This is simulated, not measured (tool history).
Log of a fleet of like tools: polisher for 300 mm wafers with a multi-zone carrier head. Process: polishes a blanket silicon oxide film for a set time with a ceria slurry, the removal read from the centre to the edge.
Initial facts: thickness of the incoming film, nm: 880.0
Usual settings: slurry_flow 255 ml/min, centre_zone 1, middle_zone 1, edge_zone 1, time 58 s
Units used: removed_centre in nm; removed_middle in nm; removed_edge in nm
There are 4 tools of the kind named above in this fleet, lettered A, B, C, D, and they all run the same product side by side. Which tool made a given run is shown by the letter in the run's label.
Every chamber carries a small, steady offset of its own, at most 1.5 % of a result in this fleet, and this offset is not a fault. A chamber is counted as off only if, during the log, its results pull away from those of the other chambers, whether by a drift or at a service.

| run | hour | slurry_flow | centre_zone | middle_zone | edge_zone | time | removed_centre | removed_middle | removed_edge |
|---|---|---|---|---|---|---|---|---|---|
| 1A | 4.6 | 255 | 1 | 1 | 1 | 58 | 285.11 | 290.18 | 295.73 |
|  | 8.6 | chamber A: worn pad replaced by a new one |
| 2B | 11 | 255 | 1 | 1 | 1 | 58 | 286.31 | 285.96 | 288.19 |
|  | 13.2 | chamber A: slurry nozzle cleaned |
| 3D | 15.4 | 255 | 1 | 1 | 1 | 58 | 290.91 | 290.41 | 293.48 |
| 4C | 20.3 | 255 | 1 | 1 | 1 | 58 | 289.67 | 288.03 | 287.1 |
| 5D | 25.6 | 255 | 1 | 1 | 1 | 58 | 287.93 | 289.75 | 291.83 |
| 6C | 30 | 255 | 1 | 1 | 1 | 58 | 291.42 | 291.63 | 290.13 |
|  | 31.1 | chamber C: worn pad replaced by a new one |
| 7B | 35.9 | 255 | 1 | 1 | 1 | 76 | 379.08 | 376.43 | 378.39 |
| 8A | 40.5 | 255 | 1 | 1 | 1 | 76 | 375.62 | 376.44 | 383.96 |
| 9D | 46.4 | 255 | 1 | 1 | 1 | 76 | 377.5 | 377.71 | 383.4 |
| 10C | 50.7 | 255 | 1 | 1 | 1 | 76 | 377.51 | 379.87 | 380.29 |
| 11A | 58.4 | 255 | 1 | 1 | 1 | 58 | 287.63 | 284.67 | 287.17 |
| 12B | 62.8 | 255 | 1 | 1 | 1 | 58 | 293.15 | 288.95 | 290.34 |
| 13B | 67.6 | 255 | 1 | 1 | 1 | 58 | 289.41 | 289.21 | 287.23 |
| 14D | 72.1 | 255 | 1 | 1 | 1 | 58 | 286.96 | 294.51 | 289.74 |
| 15A | 77.8 | 255 | 1 | 1 | 1 | 58 | 286.53 | 288.6 | 294.3 |
|  | 80.5 | chamber A: worn pad replaced by a new one |
|  | 83.2 | chamber C: centre zone pressure recalibrated |
| 16C | 84.7 | 255 | 1 | 1 | 1 | 58 | 287.02 | 289.93 | 287.74 |
|  | 91.4 | chamber C: worn pad replaced by a new one |
|  | 91.8 | chamber B: worn pad replaced by a new one |
| 17B | 91.8 | 255 | 0.9 | 1 | 1 | 58 | 257.94 | 288.31 | 289.76 |
|  | 98 | chamber D: worn pad replaced by a new one |
| 18D | 99.6 | 255 | 0.9 | 1 | 1 | 58 | 257.67 | 292.46 | 293.1 |
| 19C | 103.8 | 255 | 0.9 | 1 | 1 | 58 | 257.59 | 292.74 | 284.99 |
| 20A | 110.3 | 255 | 0.9 | 1 | 1 | 58 | 256.78 | 290.27 | 293.33 |
| 21B | 115.5 | 255 | 1 | 1 | 1 | 58 | 288.11 | 286.85 | 290.99 |
|  | 116.4 | chamber D: centre zone pressure recalibrated |
| 22C | 121.9 | 255 | 1 | 1 | 1 | 58 | 290.98 | 290.19 | 290.51 |
| 23A | 126.8 | 255 | 1 | 1 | 1 | 58 | 288.74 | 282.51 | 290.48 |
| 24D | 130.4 | 255 | 1 | 1 | 1 | 58 | 289.16 | 288.29 | 294.5 |
| 25B | 134.6 | 255 | 1 | 1 | 1 | 58 | 291.13 | 290.66 | 289.42 |
| 26D | 139.6 | 255 | 1 | 1 | 1 | 58 | 287.05 | 290.43 | 293.07 |
|  | 141.4 | chamber A: worn pad replaced by a new one |
|  | 143.1 | chamber C: worn pad replaced by a new one |
| 27A | 146.4 | 255 | 1 | 1 | 1 | 58 | 287.35 | 286.19 | 292.84 |
| 28C | 153.4 | 255 | 1 | 1 | 1 | 58 | 290.46 | 291.59 | 290.44 |
| 29A | 157.8 | 255 | 1 | 1 | 1 | 58 | 289.84 | 284.07 | 291.84 |
| 30D | 164.1 | 205 | 0.9 | 1 | 1 | 58 | 248.05 | 283.5 | 284.31 |
| 31B | 168 | 205 | 0.9 | 1 | 1 | 58 | 250.77 | 281.91 | 278.09 |
| 32C | 173.2 | 205 | 0.9 | 1 | 1 | 58 | 246.29 | 281.38 | 285.66 |
| 33B | 179.4 | 205 | 0.9 | 1 | 1 | 58 | 251.34 | 280.99 | 285.19 |
| 34C | 185.3 | 255 | 1 | 1 | 1 | 58 | 289.42 | 293.99 | 288.76 |
| 35D | 189.4 | 255 | 1 | 1 | 1 | 58 | 282.94 | 294.19 | 291.43 |
| 36A | 193.4 | 255 | 1 | 1 | 1 | 58 | 288.43 | 287.2 | 293.12 |
| 37C | 198.3 | 255 | 1 | 1 | 1 | 58 | 285.77 | 292.03 | 286.02 |
| 38D | 202.3 | 255 | 1 | 0.95 | 1.1 | 58 | 286 | 273.58 | 306.73 |

Is one chamber off against the others, does the gauge drift, or is nothing wrong? If a chamber is off, say which, and what the likeliest cause is.

Neither any chamber nor the gauge drifts; the chambers differ only by their own small, steady offsets.

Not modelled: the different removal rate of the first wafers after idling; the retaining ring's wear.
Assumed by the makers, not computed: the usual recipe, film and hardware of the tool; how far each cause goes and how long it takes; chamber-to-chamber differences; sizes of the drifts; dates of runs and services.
